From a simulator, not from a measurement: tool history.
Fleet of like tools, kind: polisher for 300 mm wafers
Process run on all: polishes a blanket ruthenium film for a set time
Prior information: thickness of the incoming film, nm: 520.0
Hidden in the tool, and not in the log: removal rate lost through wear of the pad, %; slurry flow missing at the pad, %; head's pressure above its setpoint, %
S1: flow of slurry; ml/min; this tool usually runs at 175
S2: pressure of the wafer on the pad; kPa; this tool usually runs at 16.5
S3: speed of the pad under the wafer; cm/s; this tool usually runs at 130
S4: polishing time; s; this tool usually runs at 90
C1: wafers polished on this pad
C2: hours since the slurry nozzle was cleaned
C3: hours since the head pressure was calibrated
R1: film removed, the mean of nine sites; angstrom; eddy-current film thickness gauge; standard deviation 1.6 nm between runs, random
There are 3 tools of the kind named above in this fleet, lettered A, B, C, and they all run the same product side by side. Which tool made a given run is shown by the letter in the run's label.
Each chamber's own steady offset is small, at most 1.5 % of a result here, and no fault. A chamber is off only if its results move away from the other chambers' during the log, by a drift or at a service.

Run 1B, hour 11.5: usual settings; C1 317; C2 115.5; C3 91.5. Result: R1 1542.8 angstrom.
Run 2A, hour 23.1: usual settings; C1 459; C2 49.0; C3 404.5. Result: R1 1533.9 angstrom.
At hour 26.6: chamber C: worn pad replaced by a new one.
Run 3C, hour 34.8: usual settings; C1 86; C2 764.6; C3 358.5. Result: R1 1490.7 angstrom.
Run 4A, hour 44.7: usual settings; C1 685; C2 70.6; C3 426.1. Result: R1 1551.6 angstrom.
Run 5C, hour 51.7: usual settings; C1 263; C2 781.5; C3 375.4. Result: R1 1528.1 angstrom.
At hour 55.1: chamber B: worn pad replaced by a new one.
Run 6B, hour 63.2: usual settings; C1 85; C2 167.2; C3 143.2. Result: R1 1529.2 angstrom.
Run 7A, hour 70.7: usual settings; C1 957; C2 96.6; C3 452.1. Result: R1 1518.3 angstrom.
At hour 74.7: chamber C: worn pad replaced by a new one.
Run 8C, hour 84.4: usual settings; C1 101; C2 814.2; C3 408.1. Result: R1 1480.9 angstrom.
Run 9B, hour 97.3: usual settings; C1 442; C2 201.3; C3 177.3. Result: R1 1492.9 angstrom.
Run 10A, hour 103.8: usual settings; C1 1303; C2 129.7; C3 485.2. Result: R1 1460.0 angstrom.
At hour 104.6: chamber B: slurry nozzle cleaned.
Run 11C, hour 116.8: usual settings but S2 19.3 kPa, S3 156 cm/s; C1 440; C2 846.6; C3 440.5. Result: R1 2110.2 angstrom.
At hour 125.5: chamber C: worn pad replaced by a new one.
Run 12B, hour 126.9: usual settings but S2 19.3 kPa, S3 156 cm/s; C1 751; C2 22.4; C3 206.9. Result: R1 2158.3 angstrom.
At hour 131.8: chamber C: slurry nozzle cleaned.
Run 13B, hour 134.6: usual settings but S2 19.3 kPa, S3 156 cm/s; C1 832; C2 30.1; C3 214.6. Result: R1 2092.0 angstrom.
At hour 138.9: chamber B: worn pad replaced by a new one.
Run 14C, hour 148.0: usual settings; C1 236; C2 16.3; C3 471.7. Result: R1 1506.4 angstrom.
Run 15A, hour 155.5: usual settings; C1 1843; C2 181.4; C3 536.9. Result: R1 1425.0 angstrom.
Run 16B, hour 162.4: usual settings but S1 195 ml/min; C1 246; C2 57.9; C3 242.4. Result: R1 1523.0 angstrom.
Run 17A, hour 169.2: usual settings but S1 195 ml/min; C1 1987; C2 195.1; C3 550.6. Result: R1 1430.6 angstrom.
At hour 171.3: chamber C: worn pad replaced by a new one.
Run 18C, hour 183.4: usual settings but S1 195 ml/min; C1 127; C2 51.7; C3 507.1. Result: R1 1535.3 angstrom.
Run 19C, hour 189.5: usual settings; C1 191; C2 57.8; C3 513.2. Result: R1 1520.9 angstrom.
Run 20A, hour 200.0: usual settings; C1 2309; C2 225.9; C3 581.4. Result: R1 1414.4 angstrom.

Next, every chamber runs the same settings. What will each give?
Run 21A, hour 210.1: usual settings. Result: R1 ?.
Run 21B, hour 210.1: usual settings. Result: R1 ?.
Run 21C, hour 210.1: usual settings. Result: R1 ?.

run      R1
21A  1394.2
21B  1520.8
21C  1506.5

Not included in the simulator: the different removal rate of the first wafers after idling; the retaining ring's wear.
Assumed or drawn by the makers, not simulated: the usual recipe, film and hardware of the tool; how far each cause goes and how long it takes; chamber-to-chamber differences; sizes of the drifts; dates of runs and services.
